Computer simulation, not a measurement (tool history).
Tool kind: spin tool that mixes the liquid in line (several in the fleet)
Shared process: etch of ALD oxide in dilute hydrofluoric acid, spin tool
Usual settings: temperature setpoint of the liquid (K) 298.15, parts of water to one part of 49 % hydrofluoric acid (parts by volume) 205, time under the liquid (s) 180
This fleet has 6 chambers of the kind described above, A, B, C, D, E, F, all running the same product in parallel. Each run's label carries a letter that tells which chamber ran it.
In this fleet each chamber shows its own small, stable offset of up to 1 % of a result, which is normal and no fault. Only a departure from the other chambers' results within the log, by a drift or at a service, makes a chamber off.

run	hour	temperature setpoint of the liquid (K)	parts of water to one part of 49 % hydrofluoric acid (parts by volume)	time under the liquid (s)	hours since the thermometer was replaced	hours since the hydrofluoric acid flow meter was replaced	read-back film thickness of the ALD oxide reference wafer, read on the same gauge (nm)	thickness taken off the ALD oxide on a monitor wafer (angstrom)
1F	4.8	298.15	205	180	491.1	1189.6	110.01	190.53
2A	7.8	298.15	205	180	1994.4	444.1	110.01	192.35
3D	14.3	298.15	205	180	727.7	1359.1	110.01	193.36
4B	17.7	298.15	205	180	156.3	1287.9	110.00	193.62
5C	21.7	298.15	205	255	219.9	311.1	110.01	272.15
6E	27.7	298.15	205	255	533.7	96.2	110.01	270.77
7C	32.9	298.15	205	255	231.1	322.3	110.00	275.16
8E	37.2	298.15	205	255	543.2	105.7	109.99	271.42
# hour 40.5: chamber F: thermometer replaced
9A	41.1	298.15	205	255	2027.7	477.4	110.01	270.70
10B	46.2	298.15	205	255	184.8	1316.4	110.00	272.56
11F	52.1	298.15	285	180	11.6	1236.9	109.99	127.24
12D	57.2	298.15	285	180	770.6	1402.0	110.01	127.57
13F	62.7	298.15	285	180	22.2	1247.5	109.99	125.01
14E	65.6	298.15	285	180	571.6	134.1	110.00	127.48
15B	71.6	298.15	285	180	210.2	1341.8	110.02	124.86
16A	78.2	298.15	285	180	2064.8	514.5	110.00	126.50
17D	83.8	298.15	205	180	797.2	1428.6	109.99	193.50
18C	89.7	298.15	205	180	287.9	379.1	110.00	193.25
19F	95.0	298.15	205	180	54.5	1279.8	110.01	187.74
20C	101.1	298.15	205	180	299.3	390.5	110.01	191.41
21D	106.3	298.15	205	180	819.7	1451.1	110.00	193.51
22B	110.7	298.15	205	180	249.3	1380.9	109.99	192.29
23A	114.1	298.15	205	180	2100.7	550.4	110.01	190.21
24E	119.6	298.15	205	180	625.6	188.1	110.01	192.97
25D	125.4	298.15	205	180	838.8	1470.2	109.98	196.64
26E	129.3	298.15	205	180	635.3	197.8	110.02	191.00
27A	132.5	298.15	205	180	2119.1	568.8	109.99	195.17
28F	137.6	298.15	205	180	97.1	1322.4	109.99	180.74
29C	141.8	298.15	205	180	340.0	431.2	109.97	192.41
30B	145.3	298.15	205	180	283.9	1415.5	110.02	191.40
31B	148.6	298.15	205	180	287.2	1418.8	109.99	191.68
32E	152.0	298.15	205	180	658.0	220.5	110.00	192.60
33C	157.2	298.15	205	180	355.4	446.6	109.99	189.81
34D	161.1	298.15	205	180	874.5	1505.9	110.02	193.13
35A	167.5	298.15	205	180	2154.1	603.8	110.00	194.03
36F	171.7	298.15	205	180	131.2	1356.5	110.00	176.41
37C	175.7	298.15	205	180	373.9	465.1	110.01	194.11
38F	180.4	298.15	205	180	139.9	1365.2	110.02	177.20

Next, every chamber runs the same settings. What will each give?
39A	185.1	298.15	205	180				?
39B	185.1	298.15	205	180				?
39C	185.1	298.15	205	180				?
39D	185.1	298.15	205	180				?
39E	185.1	298.15	205	180				?
39F	185.1	298.15	205	180				?

run	thickness taken off the ALD oxide on a monitor wafer (angstrom)
39A	191.86
39B	191.58
39C	189.60
39D	195.17
39E	194.45
39F	176.88
